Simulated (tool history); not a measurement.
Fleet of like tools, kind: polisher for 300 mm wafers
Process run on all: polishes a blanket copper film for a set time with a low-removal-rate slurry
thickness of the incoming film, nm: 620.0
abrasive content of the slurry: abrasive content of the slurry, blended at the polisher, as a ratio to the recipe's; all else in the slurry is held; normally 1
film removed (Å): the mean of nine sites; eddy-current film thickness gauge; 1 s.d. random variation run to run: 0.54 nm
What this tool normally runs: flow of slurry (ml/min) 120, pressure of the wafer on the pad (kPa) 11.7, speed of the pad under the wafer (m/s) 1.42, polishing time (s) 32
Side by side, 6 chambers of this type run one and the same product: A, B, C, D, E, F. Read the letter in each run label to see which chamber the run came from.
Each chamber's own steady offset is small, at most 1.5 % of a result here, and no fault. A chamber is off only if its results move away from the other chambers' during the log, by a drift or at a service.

run,hour,flow of slurry (ml/min),pressure of the wafer on the pad (kPa),speed of the pad under the wafer (m/s),abrasive content of the slurry,polishing time (s),wafers polished on this pad,hours since the slurry nozzle was cleaned,hours since the head pressure was calibrated,hours since the slurry blender was calibrated,film removed (Å)
# hour 6.6: chamber C: worn pad replaced by a new one
1F,8.3,120,11.7,1.42,1,32,908,40.8,289.6,156.7,731.19
2D,12.9,120,11.7,1.42,1,32,250,236.3,1175.8,167.6,735.58
3E,18.4,120,11.7,1.42,1,32,254,738.4,78.2,53.0,734.73
# hour 22.8: chamber C: slurry blender recalibrated
4A,25.6,120,11.7,1.42,1,32,327,287.3,146.6,49.5,736.09
# hour 34.4: chamber F: worn pad replaced by a new one
5B,35.4,120,11.7,1.42,1,32,445,49.0,336.8,265.3,738.17
6C,43.9,120,11.7,1.42,1,32,427,232.7,1200.2,21.2,735.96
7B,50.0,120,11.7,1.42,1,32,612,63.6,351.4,279.9,733.63
# hour 52.1: chamber A: slurry nozzle cleaned
# hour 53.9: chamber D: worn pad replaced by a new one
8A,56.3,120,11.7,1.42,1,32,678,4.2,177.3,80.2,740.58
# hour 57.2: chamber A: worn pad replaced by a new one
# hour 61.6: chamber C: worn pad replaced by a new one
9C,65.5,120,11.7,1.42,1,32,44,254.3,1221.8,42.8,726.68
# hour 68.9: chamber D: slurry blender recalibrated
10D,71.4,120,11.7,1.42,1,32,200,294.8,1234.3,2.6,731.33
# hour 73.4: chamber E: worn pad replaced by a new one
11F,78.5,120,11.7,1.42,1,32,505,111.0,359.8,226.9,717.97
12E,84.7,120,11.7,1.42,1,32,130,804.7,144.5,119.3,746.33
# hour 91.7: chamber F: head pressure recalibrated
13F,92.4,120,11.7,1.42,1,25,664,124.9,0.7,240.8,568.83
14C,98.7,120,11.7,1.42,1,25,424,287.5,1255.0,76.0,574.28
15E,105.5,120,11.7,1.42,1,25,368,825.5,165.3,140.1,574.12
# hour 107.1: chamber E: slurry nozzle cleaned
16D,115.4,120,11.7,1.42,1,25,703,338.8,1278.3,46.6,575.26
# hour 116.6: chamber D: worn pad replaced by a new one
# hour 118.8: chamber C: worn pad replaced by a new one
# hour 119.5: chamber B: worn pad replaced by a new one
# hour 121.3: chamber F: worn pad replaced by a new one
# hour 123.2: chamber A: worn pad replaced by a new one
17B,124.7,120,11.7,1.42,1,25,60,138.3,426.1,354.6,582.96
18A,129.7,120,11.7,1.42,1,25,75,77.6,250.7,153.6,576.67
# hour 130.2: chamber B: slurry blender recalibrated
19E,135.3,120,11.7,1.42,1,32,709,28.2,195.1,169.9,746.94
20C,141.3,120,11.7,1.42,1,32,257,330.1,1297.6,118.6,737.76
# hour 146.6: chamber C: slurry blender recalibrated
21B,148.5,120,11.7,1.42,1,32,332,162.1,449.9,18.4,735.71
22A,155.5,120,11.7,1.42,1,32,370,103.4,276.5,179.4,719.55
# hour 160.5: chamber E: worn pad replaced by a new one
23F,163.1,95,11.7,1.42,1,32,478,195.6,71.4,311.5,682.81
24D,168.4,95,11.7,1.42,1,32,592,391.8,1331.3,99.6,704.71
# hour 168.9: chamber D: slurry nozzle cleaned
# hour 174.4: chamber C: worn pad replaced by a new one
25C,176.9,95,11.7,1.42,1,32,28,365.7,1333.2,30.4,692.26
# hour 179.5: chamber A: worn pad replaced by a new one
# hour 179.7: chamber B: slurry nozzle cleaned
# hour 181.7: chamber D: worn pad replaced by a new one
26A,183.1,95,11.7,1.42,1,32,41,131.0,304.1,207.0,683.04
27B,190.1,95,11.7,1.42,1,32,808,10.5,491.5,60.0,692.49
# hour 194.8: chamber F: slurry blender recalibrated
28D,196.2,95,11.7,1.42,1,32,166,27.3,1359.1,127.4,692.62
# hour 197.4: chamber C: slurry nozzle cleaned
29E,206.4,120,11.7,1.42,1,32,525,99.3,266.2,241.0,745.35
# hour 207.5: chamber E: slurry blender recalibrated
# hour 207.8: chamber F: worn pad replaced by a new one
30F,213.6,120,11.7,1.82,1,32,67,246.1,121.9,18.8,938.11
31E,223.6,120,11.7,1.82,1,32,722,116.5,283.4,16.2,950.57
32B,229.2,120,11.7,1.82,1,32,1255,49.6,530.6,99.1,951.29
# hour 233.7: chamber D: worn pad replaced by a new one
# hour 233.8: chamber E: worn pad replaced by a new one
# hour 234.8: chamber A: worn pad replaced by a new one
33A,236.9,120,11.7,1.82,1,32,24,184.8,357.9,260.8,903.49
# hour 238.4: chamber C: worn pad replaced by a new one
34C,243.7,120,11.7,1.82,1,32,61,46.4,1400.0,97.2,952.21
# hour 246.8: chamber B: head pressure recalibrated
35D,248.4,120,11.7,1.82,1,32,168,79.5,1411.3,179.6,955.36
# hour 253.1: chamber B: worn pad replaced by a new one
36F,253.5,120,11.7,1.42,1,32,523,286.0,161.8,58.7,717.42
37C,263.4,120,11.7,1.74,1,32,286,66.1,1419.7,116.9,899.19
38A,272.9,120,11.7,1.74,1,32,436,220.8,393.9,296.8,852.85
39D,279.1,120,11.7,1.74,1,32,520,110.2,1442.0,210.3,908.92
40F,288.6,120,11.7,1.74,1,32,925,321.1,196.9,93.8,889.19
41B,296.8,120,11.7,1.74,1,32,500,117.2,50.1,166.7,901.56
42E,302.2,120,11.7,1.74,1,32,783,195.1,362.0,94.8,908.32

What goes on in this fleet: one chamber off, a drifting gauge, or nothing beyond the chambers' own small offsets? Name the chamber and the cause, if any.

It is chamber A that slowly wanders off from its peers.
Likeliest cause: abrasive missing from the slurry, % = 32.6.
Not necessarily distinguishable in this log from: slurry flow missing at the pad, %; head's pressure below its setpoint, %.

Chamber A could run next with any of the 4 candidate recipes listed below; each alters the usual settings, and their results appear as question marks. Which one brings its results back in line with what the other chambers deliver on the usual settings?
To be in line, a result may differ from the other chambers' mean on the usual settings by at most: film removed (Å) 19.00
43A-1,309.8,120,11.7,1.32,1,32,,,,,?
43A-2,309.8,120,11.7,1.42,1,27,,,,,?
43A-3,309.8,120,12.4,1.46,1,32,,,,,?
43A-4,309.8,120,11.7,1.42,1,38,,,,,?

Usual-settings mean across the other chambers: film removed (Å) 734.34
run,film removed (Å)
43A-1,625.24
43A-2,568.15
43A-3,732.84
43A-4,799.62
Change 43A-3 lands the chamber within the allowed miss of the other chambers.

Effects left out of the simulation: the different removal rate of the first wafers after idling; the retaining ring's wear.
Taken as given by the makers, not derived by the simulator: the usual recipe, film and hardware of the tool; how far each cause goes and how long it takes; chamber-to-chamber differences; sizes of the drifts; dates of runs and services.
